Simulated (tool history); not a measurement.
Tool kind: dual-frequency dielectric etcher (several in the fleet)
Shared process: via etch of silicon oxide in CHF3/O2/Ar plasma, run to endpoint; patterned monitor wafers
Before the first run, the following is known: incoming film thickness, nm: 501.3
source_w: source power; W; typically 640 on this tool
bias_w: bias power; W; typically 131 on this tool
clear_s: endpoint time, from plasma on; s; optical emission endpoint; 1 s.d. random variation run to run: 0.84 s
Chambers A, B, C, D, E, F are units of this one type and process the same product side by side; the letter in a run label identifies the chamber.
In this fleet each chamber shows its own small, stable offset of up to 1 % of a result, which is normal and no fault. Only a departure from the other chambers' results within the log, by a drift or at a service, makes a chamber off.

Run 1E, hour 11.1: usual settings. Result: clear_s 275.62 s.
Run 2B, hour 19.2: usual settings. Result: clear_s 274.64 s.
At hour 21.8: chamber E: wet clean of the chamber.
Run 3A, hour 24.2: usual settings. Result: clear_s 273.92 s.
Run 4F, hour 34.7: usual settings. Result: clear_s 277.41 s.
Run 5C, hour 40.5: usual settings. Result: clear_s 274.19 s.
Run 6D, hour 46.7: usual settings but source_w 510 W. Result: clear_s 299.28 s.
Run 7C, hour 56.1: usual settings but source_w 510 W. Result: clear_s 300.44 s.
Run 8A, hour 65.7: usual settings but source_w 510 W. Result: clear_s 298.63 s.
At hour 66.1: chamber F: source power generator calibrated.
Run 9F, hour 71.7: usual settings but source_w 510 W. Result: clear_s 299.56 s.
Run 10B, hour 77.3: usual settings but source_w 510 W. Result: clear_s 300.75 s.
Run 11E, hour 83.8: usual settings but source_w 510 W. Result: clear_s 300.60 s.
Run 12D, hour 89.9: usual settings. Result: clear_s 273.72 s.
Run 13C, hour 95.0: usual settings. Result: clear_s 272.75 s.
Run 14F, hour 102.4: usual settings. Result: clear_s 277.56 s.
Run 15B, hour 110.5: usual settings. Result: clear_s 274.36 s.
Run 16A, hour 122.0: usual settings. Result: clear_s 275.11 s.
At hour 127.0: chamber B: wet clean of the chamber.
Run 17E, hour 130.0: usual settings. Result: clear_s 274.64 s.
Run 18D, hour 138.3: usual settings. Result: clear_s 273.33 s.
Run 19C, hour 146.0: usual settings. Result: clear_s 273.69 s.
Run 20A, hour 154.7: usual settings. Result: clear_s 272.99 s.
Run 21F, hour 165.6: usual settings. Result: clear_s 274.47 s.
Run 22D, hour 176.0: usual settings. Result: clear_s 272.22 s.
Run 23E, hour 185.3: usual settings but source_w 530 W, bias_w 153 W. Result: clear_s 281.14 s.
Run 24B, hour 193.6: usual settings but source_w 530 W, bias_w 153 W. Result: clear_s 281.11 s.
Run 25E, hour 198.9: usual settings but source_w 530 W, bias_w 153 W. Result: clear_s 280.54 s.
Run 26A, hour 209.5: usual settings but source_w 530 W, bias_w 153 W. Result: clear_s 281.38 s.
Run 27F, hour 217.6: usual settings but source_w 530 W, bias_w 153 W. Result: clear_s 281.59 s.
Run 28B, hour 226.8: usual settings but source_w 530 W, bias_w 153 W. Result: clear_s 281.61 s.
Run 29D, hour 232.4: usual settings. Result: clear_s 272.10 s.
Run 30C, hour 243.2: usual settings. Result: clear_s 274.37 s.
Run 31C, hour 252.9: usual settings. Result: clear_s 276.31 s.
Run 32F, hour 263.5: usual settings. Result: clear_s 276.67 s.
Run 33D, hour 270.3: usual settings. Result: clear_s 272.94 s.
Run 34B, hour 279.0: usual settings. Result: clear_s 275.41 s.
Run 35A, hour 286.3: usual settings but source_w 750 W. Result: clear_s 257.94 s.
Run 36E, hour 295.5: usual settings but source_w 750 W. Result: clear_s 256.37 s.
Run 37D, hour 306.7: usual settings but source_w 750 W. Result: clear_s 256.52 s.
Run 38A, hour 312.8: usual settings but source_w 750 W. Result: clear_s 256.82 s.
At hour 315.7: chamber C: bias power generator calibrated.
Run 39B, hour 318.2: usual settings but source_w 750 W. Result: clear_s 258.58 s.
Run 40C, hour 327.3: usual settings but source_w 750 W. Result: clear_s 258.40 s.
Run 41E, hour 335.7: usual settings. Result: clear_s 273.45 s.
Run 42F, hour 346.7: usual settings. Result: clear_s 275.89 s.

Does one chamber stand apart from the rest, does the shared gauge drift, or is all well apart from small per-chamber offsets? Give the chamber and the most likely cause, where there is one.

Beyond each chamber's small constant offset nothing stands out, and the gauge stays steady.
